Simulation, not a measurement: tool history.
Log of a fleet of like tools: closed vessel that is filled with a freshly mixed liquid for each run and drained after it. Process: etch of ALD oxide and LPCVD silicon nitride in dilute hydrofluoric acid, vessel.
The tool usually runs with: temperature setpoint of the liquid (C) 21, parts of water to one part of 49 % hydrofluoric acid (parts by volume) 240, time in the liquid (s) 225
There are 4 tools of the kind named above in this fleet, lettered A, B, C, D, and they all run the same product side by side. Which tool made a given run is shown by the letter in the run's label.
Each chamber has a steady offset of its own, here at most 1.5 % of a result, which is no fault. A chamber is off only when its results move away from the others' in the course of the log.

run,hour,temperature setpoint of the liquid (C),parts of water to one part of 49 % hydrofluoric acid (parts by volume),time in the liquid (s),"read-back film thickness of the ALD oxide reference wafer, read on the same gauge (nm)","read-back film thickness of the LPCVD silicon nitride reference wafer, read on the same gauge (nm)",thickness taken off the ALD oxide on a monitor wafer (Å),thickness taken off the LPCVD silicon nitride on a monitor wafer (Å)
1D,9.1,21,240,225,50.022,150.03,71.486,4.0975
2C,17.6,21,240,225,50.006,150.02,70.203,4.2354
3B,25.4,21,240,225,50.008,149.96,69.528,3.9737
4A,35.9,21,240,225,50.031,150,70.966,4.5143
5A,46.1,21,240,225,50,150,69.618,4.1504
6B,53.4,21,240,225,49.994,150.06,69.378,4.0566
7C,61.3,21,240,225,49.99,150,70.063,4.3011
8D,67.1,21,240,225,49.996,150,70.624,3.9806
9B,74.5,21,240,225,49.996,150.03,69.791,3.8978
10C,81.8,21,240,225,50.007,149.96,69.687,3.817
11D,91.1,21,325,225,50.022,150,48.938,2.9939
12A,98.6,21,325,225,50.001,149.96,48.865,2.9005
13A,105.8,21,325,225,49.999,149.97,48.648,2.9977
14D,113.5,21,325,225,50.005,149.99,48.74,2.9788
15C,121.7,21,240,225,49.998,150.01,70.22,3.857
16B,126.4,21,240,225,49.995,150.03,69.055,3.4593
17B,135.3,21,240,225,50.043,149.98,69.305,4.3808
18D,145.7,21,240,225,49.997,149.96,70.712,4.1004
19C,152,21,240,225,49.992,149.97,70.546,4.0802
20A,156.6,21,240,225,50.027,149.99,70.316,4.1541
21C,163.7,21,125,225,49.993,150.02,154.25,7.7271
22D,174,21,125,225,50.021,149.96,154.46,7.8399
23B,183.2,21,125,225,49.992,150.01,149.8,8.2629
24A,192.4,21,125,225,50.001,149.99,153.43,8.2458

Next, every chamber runs the same settings. What will each give?
25A,200.1,21,240,225,,,?,?
25B,200.1,21,240,225,,,?,?
25C,200.1,21,240,225,,,?,?
25D,200.1,21,240,225,,,?,?

run,thickness taken off the ALD oxide on a monitor wafer (Å),thickness taken off the LPCVD silicon nitride on a monitor wafer (Å)
25A,70.815,3.5753
25B,68.728,4.1084
25C,70.213,3.8355
25D,71.48,4.1972

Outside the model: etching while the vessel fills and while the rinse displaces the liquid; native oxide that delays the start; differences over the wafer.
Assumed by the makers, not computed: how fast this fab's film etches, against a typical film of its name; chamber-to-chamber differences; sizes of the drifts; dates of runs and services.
